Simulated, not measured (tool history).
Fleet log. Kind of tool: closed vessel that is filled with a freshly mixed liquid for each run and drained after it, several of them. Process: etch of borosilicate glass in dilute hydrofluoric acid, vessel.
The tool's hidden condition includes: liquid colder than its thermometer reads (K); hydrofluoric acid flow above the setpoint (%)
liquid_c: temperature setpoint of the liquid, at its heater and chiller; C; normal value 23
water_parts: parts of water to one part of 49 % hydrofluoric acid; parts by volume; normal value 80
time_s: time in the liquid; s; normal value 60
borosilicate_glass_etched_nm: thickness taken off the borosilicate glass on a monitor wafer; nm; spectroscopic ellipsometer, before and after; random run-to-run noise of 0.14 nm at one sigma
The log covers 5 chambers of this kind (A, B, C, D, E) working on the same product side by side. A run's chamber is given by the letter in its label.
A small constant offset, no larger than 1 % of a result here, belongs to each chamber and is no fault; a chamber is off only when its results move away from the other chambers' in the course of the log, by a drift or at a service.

run,hour,liquid_c,water_parts,time_s,hours since the thermometer was replaced,hours since the hydrofluoric acid flow meter was replaced,"read-back film thickness of the borosilicate glass reference wafer, read on the same gauge (nm)",borosilicate_glass_etched_nm
1E,9.8,23,80,60,125.1,514.1,90.009,21.817
2A,20.3,23,80,60,524.3,155.5,90.028,21.612
3D,29.6,23,80,60,531.6,1367,89.982,21.475
4B,39.2,23,80,60,1071.6,265,89.938,21.46
5C,46.3,23,80,60,710.9,55.5,90.02,21.865
6D,55.1,23,80,60,557.1,1392.5,90.027,21.338
7A,67.3,23,80,60,571.3,202.5,90.008,21.608
8E,76.4,23,80,60,191.7,580.7,90.011,21.735
9B,90.5,23,40,50,1122.9,316.3,90.008,38.277
10C,98.9,23,40,50,763.5,108.1,90.015,37.5
11E,113.4,23,40,50,228.7,617.7,89.948,38.123
12C,121.6,23,40,50,786.2,130.8,90.004,37.665
13A,131.3,23,40,50,635.3,266.5,90.016,38.078
# hour 132.6: chamber D: hydrofluoric acid flow meter replaced
14B,140.7,23,80,60,1173.1,366.5,89.979,21.368
15D,153.6,23,80,60,655.6,21.1,90.005,21.375
16B,161.5,23,80,60,1193.9,387.3,90.026,21.097
17A,171.1,23,80,60,675.1,306.3,90.01,21.702
18C,182.8,23,80,60,847.4,192,89.999,21.753
19D,190,23,80,60,692,57.5,90.001,21.435
20E,203.2,23,80,60,318.5,707.5,90.007,21.774
# hour 208.8: chamber D: thermometer replaced
21D,212.8,23,80,60,4.1,80.3,90.014,21.59
22E,224,23,80,60,339.3,728.3,89.987,21.627
23C,237.2,23,80,60,901.8,246.4,90.006,21.776
24B,244.9,23,80,60,1277.3,470.7,90.036,21.325
25A,257.3,23,80,60,761.3,392.5,90.016,21.595
26D,263.6,23,80,60,54.9,131.1,89.972,21.465
27C,270.7,23,80,60,935.3,279.9,90.011,21.382
28E,280.7,18.5,80,80,396,785,89.981,23.773
29B,288.1,18.5,80,80,1320.5,513.9,90.018,23.287
30A,295.5,18.5,80,80,799.5,430.7,90.014,24.227
31E,305,18.5,80,80,420.3,809.3,90.018,23.835
32A,317.7,18.5,80,80,821.7,452.9,90.02,24.294
33C,328.1,23,80,60,992.7,337.3,90.012,21.447
34B,341.9,23,80,60,1374.3,567.7,90.019,20.826
35D,351.9,21.5,95,60,143.2,219.4,89.98,16.798
36D,360.1,21.5,95,60,151.4,227.6,89.969,16.751

Predict what each chamber gives when all 5 of them run the settings below next.
37A,370.6,23,80,60,,,,?
37B,370.6,23,80,60,,,,?
37C,370.6,23,80,60,,,,?
37D,370.6,23,80,60,,,,?
37E,370.6,23,80,60,,,,?

run,borosilicate_glass_etched_nm
37A,21.729
37B,20.723
37C,21.843
37D,21.358
37E,21.791
